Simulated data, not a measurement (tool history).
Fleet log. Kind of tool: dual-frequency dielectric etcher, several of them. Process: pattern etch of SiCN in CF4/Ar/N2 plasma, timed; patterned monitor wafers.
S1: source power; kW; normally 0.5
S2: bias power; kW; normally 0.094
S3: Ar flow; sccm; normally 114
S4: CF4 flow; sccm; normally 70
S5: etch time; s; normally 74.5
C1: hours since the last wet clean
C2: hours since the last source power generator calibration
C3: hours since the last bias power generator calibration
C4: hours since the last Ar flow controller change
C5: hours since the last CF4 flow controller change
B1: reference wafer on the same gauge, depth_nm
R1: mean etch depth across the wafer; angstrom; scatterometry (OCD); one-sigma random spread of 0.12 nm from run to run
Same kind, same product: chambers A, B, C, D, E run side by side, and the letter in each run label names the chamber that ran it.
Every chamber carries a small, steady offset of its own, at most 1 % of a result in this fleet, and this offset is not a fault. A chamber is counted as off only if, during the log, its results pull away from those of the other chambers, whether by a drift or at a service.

run   hour    S1     S2   S3  S4    S5     C1      C2      C3      C4      C5      B1      R1
 1B    7.3   0.5  0.094  114  70  74.5  263.1  1024.4  1883.7    1317  1641.3  64.996   763.8
 2A   17.2   0.5  0.094  114  70  74.5  484.5  2897.8  1220.8    3753  1412.9  65.007  758.69
      18.7  -- chamber A: wet clean of the chamber
 3E   29.8   0.5  0.094  114  70  74.5  433.4  2749.4   236.1  1174.4  1303.6  65.025  761.95
 4C   37.5   0.5  0.094  114  70  74.5  374.3  2494.1  2517.8  1228.1  1065.2  65.029  754.14
 5D   46.5   0.5  0.094  114  70  74.5   69.9   725.8  2795.4  1487.4   952.8   65.09  753.44
      50.7  -- chamber C: wet clean of the chamber
 6B   52.5   0.5  0.094  114  70  74.5  308.3  1069.6  1928.9  1362.2  1686.5   65.06  765.48
 7D   65.6   0.5  0.094  114  70  74.5     89   744.9  2814.5  1506.5   971.9  65.091  757.19
      66.1  -- chamber B: bias power generator calibrated
 8C   72.2   0.5  0.094  114  70  74.5   21.6  2528.8  2552.5  1262.8  1099.9  65.093  756.12
 9A   82.6   0.5  0.094  114  70  74.5   63.9  2963.2  1286.2  3818.4  1478.3  65.085  758.81
10E   94.6   0.5  0.094  114  70  74.5  498.2  2814.2   300.9  1239.2  1368.4  65.084  764.15
11C  107.4   0.5  0.094  114  70  74.5   56.8    2564  2587.7    1298  1135.1   65.13  758.09
12D  121.1   0.5  0.094  114  70  74.5  144.5   800.4    2870    1562  1027.4   65.16  758.94
13A  134.3   0.5  0.094  114  70  74.5  115.6  3014.9  1337.9  3870.1    1530  65.177  761.17
14E  142.4  0.54  0.094  114  70  67.5    546    2862   348.7    1287  1416.2   65.17   742.7
15B  149.5  0.54  0.094  114  70  67.5  405.3  1166.6    83.4  1459.2  1783.5  65.171  739.68
     150.7  -- chamber E: wet clean of the chamber
16C  157.5  0.54  0.094  114  70  67.5  106.9  2614.1  2637.8  1348.1  1185.2  65.191   733.2
17B  168.9  0.54  0.094  114  70  67.5  424.7    1186   102.8  1478.6  1802.9  65.207   741.2
18D    182  0.54  0.094  114  70  67.5  205.4   861.3  2930.9  1622.9  1088.3  65.234  735.29
19A  188.5   0.5  0.094  114  70  74.5  169.8  3069.1  1392.1  3924.3  1584.2  65.238  758.69
20E    197   0.5  0.094  114  70  74.5   46.4  2916.6   403.3  1341.6  1470.8  65.257  766.06
21D  205.5   0.5  0.094  114  56  87.5  228.9   884.8  2954.4  1646.4  1111.8   65.27  863.77
22B  213.7   0.5  0.094  114  56  87.5  469.5  1230.8   147.6  1523.4  1847.7  65.239  871.08
23E  219.8   0.5  0.094  114  56  87.5   69.2  2939.4   426.1  1364.4  1493.6  65.266  870.72
24A  229.9   0.5  0.094  114  56  87.5  211.2  3110.5  1433.5  3965.7  1625.6  65.284   865.7
25C  236.8   0.5  0.094  114  56  87.5  186.2  2693.4  2717.1  1427.4  1264.5  65.301  861.38
26D  245.5   0.5  0.094  114  70  74.5  268.9   924.8  2994.4  1686.4  1151.8  65.303  759.08
27C  258.1   0.5  0.094  114  70  74.5  207.5  2714.7  2738.4  1448.7  1285.8  65.337  756.83
28A  271.1   0.5  0.094  114  70  74.5  252.4  3151.7  1474.7  4006.9  1666.8  65.362  762.76
29B  280.7   0.5  0.094  114  70  74.5  536.5  1297.8   214.6  1590.4  1914.7  65.325  767.39
30E  287.7   0.5  0.094  114  70  74.5  137.1  3007.3     494  1432.3  1561.5  65.353  768.09
31C    297   0.5  0.094  114  70  74.5  246.4  2753.6  2777.3  1487.6  1324.7  65.368  759.51
32E  306.2   0.5  0.075  138  70  74.5  155.6  3025.8   512.5  1450.8    1580  65.365  686.97
33B  319.8   0.5  0.075  138  70  74.5  575.6  1336.9   253.7  1629.5  1953.8  65.405  687.27
34D  326.6   0.5  0.075  138  70  74.5    350  1005.9  3075.5  1767.5  1232.9  65.377  680.09

Does one chamber stand apart from the rest, does the shared gauge drift, or is all well apart from small per-chamber offsets? Give the chamber and the most likely cause, where there is one.

It is the gauge, not a chamber: its drift shows up in every chamber's results at once, and no chamber is off.
Cause: gauge reads high (%) = 0.641.

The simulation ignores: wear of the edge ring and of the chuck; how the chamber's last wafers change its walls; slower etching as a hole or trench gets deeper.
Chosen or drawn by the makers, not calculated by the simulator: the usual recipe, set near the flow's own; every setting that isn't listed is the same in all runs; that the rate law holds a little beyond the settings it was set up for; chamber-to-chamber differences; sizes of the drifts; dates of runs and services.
